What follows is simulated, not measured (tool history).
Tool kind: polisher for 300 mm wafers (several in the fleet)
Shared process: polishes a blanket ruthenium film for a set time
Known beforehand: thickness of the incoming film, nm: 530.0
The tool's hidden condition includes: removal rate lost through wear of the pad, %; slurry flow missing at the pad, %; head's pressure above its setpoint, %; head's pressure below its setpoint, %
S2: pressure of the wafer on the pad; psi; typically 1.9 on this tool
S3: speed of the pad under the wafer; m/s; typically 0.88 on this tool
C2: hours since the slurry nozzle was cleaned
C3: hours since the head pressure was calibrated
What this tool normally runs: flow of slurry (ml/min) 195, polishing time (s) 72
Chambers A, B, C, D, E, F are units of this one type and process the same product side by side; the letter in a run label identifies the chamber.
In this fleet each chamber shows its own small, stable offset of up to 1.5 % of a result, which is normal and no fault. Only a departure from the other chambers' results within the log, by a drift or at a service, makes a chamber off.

At day 0.121: chamber A: worn pad replaced by a new one.
At day 0.242: chamber A: slurry nozzle cleaned.
Run 1F, day 0.362: usual settings; wafers polished on this pad 460; C2 112.2; C3 672.4. Result: film removed (angstrom) 561.01.
Run 2B, day 0.692: usual settings; wafers polished on this pad 559; C2 205.3; C3 352.1. Result: film removed (angstrom) 560.77.
At day 0.867: chamber B: worn pad replaced by a new one.
Run 3C, day 1.033: usual settings; wafers polished on this pad 1212; C2 710.5; C3 1463.0. Result: film removed (angstrom) 562.26.
Run 4E, day 1.217: usual settings; wafers polished on this pad 443; C2 140.8; C3 1157.0. Result: film removed (angstrom) 572.79.
At day 1.300: chamber C: worn pad replaced by a new one.
Run 5D, day 1.554: usual settings; wafers polished on this pad 569; C2 428.0; C3 790.2. Result: film removed (angstrom) 566.45.
At day 1.729: chamber D: worn pad replaced by a new one.
Run 6A, day 1.754: usual settings; wafers polished on this pad 512; C2 36.4; C3 699.2. Result: film removed (angstrom) 564.69.
At day 1.867: chamber D: slurry nozzle cleaned.
Run 7F, day 2.008: usual settings; wafers polished on this pad 976; C2 151.7; C3 711.9. Result: film removed (angstrom) 569.16.
Run 8E, day 2.300: usual settings; wafers polished on this pad 783; C2 166.8; C3 1183.0. Result: film removed (angstrom) 572.67.
Run 9D, day 2.550: usual settings; wafers polished on this pad 257; C2 16.5; C3 814.1. Result: film removed (angstrom) 565.78.
At day 2.617: chamber C: head pressure recalibrated.
Run 10C, day 2.933: usual settings but flow of slurry (ml/min) 130, S3 0.74 m/s; wafers polished on this pad 513; C2 756.1; C3 7.7. Result: film removed (angstrom) 437.84.
At day 3.067: chamber B: worn pad replaced by a new one.
At day 3.196: chamber A: head pressure recalibrated.
Run 11A, day 3.283: usual settings but flow of slurry (ml/min) 130, S3 0.74 m/s; wafers polished on this pad 991; C2 73.1; C3 2.2. Result: film removed (angstrom) 440.21.
At day 3.425: chamber E: worn pad replaced by a new one.
Run 12B, day 3.500: usual settings but flow of slurry (ml/min) 130, S3 0.74 m/s; wafers polished on this pad 136; C2 272.7; C3 419.5. Result: film removed (angstrom) 433.70.
At day 3.608: chamber F: worn pad replaced by a new one.
Run 13E, day 3.746: usual settings but flow of slurry (ml/min) 130, S3 0.74 m/s; wafers polished on this pad 101; C2 201.5; C3 1217.7. Result: film removed (angstrom) 441.96.
At day 3.879: chamber D: worn pad replaced by a new one.
At day 3.958: chamber E: slurry nozzle cleaned.
Run 14D, day 4.075: usual settings but flow of slurry (ml/min) 130, S3 0.74 m/s; wafers polished on this pad 62; C2 53.1; C3 850.7. Result: film removed (angstrom) 441.61.
At day 4.142: chamber A: worn pad replaced by a new one.
Run 15B, day 4.312: usual settings but flow of slurry (ml/min) 130, S3 0.74 m/s; wafers polished on this pad 391; C2 292.2; C3 439.0. Result: film removed (angstrom) 433.94.
Run 16F, day 4.579: usual settings; wafers polished on this pad 304; C2 213.4; C3 773.6. Result: film removed (angstrom) 565.64.
Run 17A, day 4.958: usual settings; wafers polished on this pad 257; C2 113.3; C3 42.4. Result: film removed (angstrom) 561.79.
At day 4.992: chamber C: slurry nozzle cleaned.
At day 5.279: chamber C: worn pad replaced by a new one.
Run 18C, day 5.288: usual settings; wafers polished on this pad 3; C2 7.2; C3 64.2. Result: film removed (angstrom) 562.15.
At day 5.396: chamber B: worn pad replaced by a new one.
Run 19B, day 5.658: usual settings; wafers polished on this pad 82; C2 324.5; C3 471.3. Result: film removed (angstrom) 545.06.
At day 5.812: chamber D: worn pad replaced by a new one.
Run 20F, day 5.946: usual settings; wafers polished on this pad 733; C2 246.2; C3 806.4. Result: film removed (angstrom) 564.88.
Run 21E, day 6.167: usual settings; wafers polished on this pad 860; C2 53.0; C3 1275.8. Result: film removed (angstrom) 565.95.
Run 22C, day 6.383: usual settings; wafers polished on this pad 346; C2 33.5; C3 90.5. Result: film removed (angstrom) 561.30.
Run 23D, day 6.625: usual settings; wafers polished on this pad 254; C2 114.3; C3 911.9. Result: film removed (angstrom) 566.72.
Run 24A, day 6.875: usual settings; wafers polished on this pad 857; C2 159.3; C3 88.4. Result: film removed (angstrom) 563.81.
Run 25E, day 7.117: usual settings but flow of slurry (ml/min) 140, polishing time (s) 81; wafers polished on this pad 1158; C2 75.8; C3 1298.6. Result: film removed (angstrom) 606.83.
At day 7.350: chamber B: worn pad replaced by a new one.
At day 7.412: chamber E: worn pad replaced by a new one.
Run 26D, day 7.496: usual settings but flow of slurry (ml/min) 140, polishing time (s) 81; wafers polished on this pad 527; C2 135.2; C3 932.8. Result: film removed (angstrom) 604.47.
Run 27A, day 7.742: usual settings but flow of slurry (ml/min) 140, polishing time (s) 81; wafers polished on this pad 1129; C2 180.1; C3 109.2. Result: film removed (angstrom) 596.68.
Run 28F, day 7.958: usual settings but flow of slurry (ml/min) 140, polishing time (s) 81; wafers polished on this pad 1364; C2 294.5; C3 854.7. Result: film removed (angstrom) 606.25.
At day 8.167: chamber D: worn pad replaced by a new one.
Run 29B, day 8.296: usual settings but flow of slurry (ml/min) 140, polishing time (s) 81; wafers polished on this pad 297; C2 387.8; C3 534.6. Result: film removed (angstrom) 564.80.
At day 8.325: chamber F: worn pad replaced by a new one.
At day 8.592: chamber A: worn pad replaced by a new one.
Run 30C, day 8.633: usual settings but flow of slurry (ml/min) 140, polishing time (s) 81; wafers polished on this pad 1052; C2 87.5; C3 144.5. Result: film removed (angstrom) 597.82.
At day 8.729: chamber C: worn pad replaced by a new one.
Run 31F, day 8.825: usual settings; wafers polished on this pad 157; C2 315.3; C3 875.5. Result: film removed (angstrom) 568.41.
Run 32D, day 9.133: usual settings; wafers polished on this pad 303; C2 174.5; C3 972.1. Result: film removed (angstrom) 554.23.
Run 33E, day 9.433: usual settings but S3 0.70 m/s; wafers polished on this pad 633; C2 131.4; C3 1354.2. Result: film removed (angstrom) 454.04.
Run 34C, day 9.683: usual settings but S3 0.70 m/s; wafers polished on this pad 299; C2 112.7; C3 169.7. Result: film removed (angstrom) 444.03.
At day 9.767: chamber B: worn pad replaced by a new one.
Run 35B, day 10.033: usual settings but S3 0.70 m/s; wafers polished on this pad 84; C2 429.5; C3 576.3. Result: film removed (angstrom) 414.67.
Run 36A, day 10.400: usual settings but S3 0.70 m/s; wafers polished on this pad 567; C2 243.9; C3 173.0. Result: film removed (angstrom) 439.28.
Run 37A, day 10.700: usual settings but S3 0.70 m/s; wafers polished on this pad 661; C2 251.1; C3 180.2. Result: film removed (angstrom) 441.91.

What goes on in this fleet: one chamber off, a drifting gauge, or nothing beyond the chambers' own small offsets? Name the chamber and the cause, if any.

Chamber B drifts away from the others.
Likeliest cause: head's pressure below its setpoint, % = 8.68.
The log may not separate it from: slurry flow missing at the pad, %.

Here are 4 candidates for chamber B's next run, each the usual settings with a change, their results left as question marks. Which one brings its results back in line with what the others give on the usual settings?
In-line tolerance around the mean of the other chambers on the usual settings: film removed (angstrom) 13.00
Run 38B-1, day 10.983: usual settings but S3 0.96 m/s. Result: film removed (angstrom) ?.
Run 38B-2, day 10.983: usual settings but S3 0.90 m/s, polishing time (s) 73. Result: film removed (angstrom) ?.
Run 38B-3, day 10.983: usual settings but S3 0.86 m/s. Result: film removed (angstrom) ?.
Run 38B-4, day 10.983: usual settings but polishing time (s) 66. Result: film removed (angstrom) ?.

Other chambers, usual settings, mean: film removed (angstrom) 564.71
  run  film removed (angstrom)
38B-1                   565.10
38B-2                   536.90
38B-3                   505.84
38B-4                   474.55
38B-1 brings the chamber back in line.
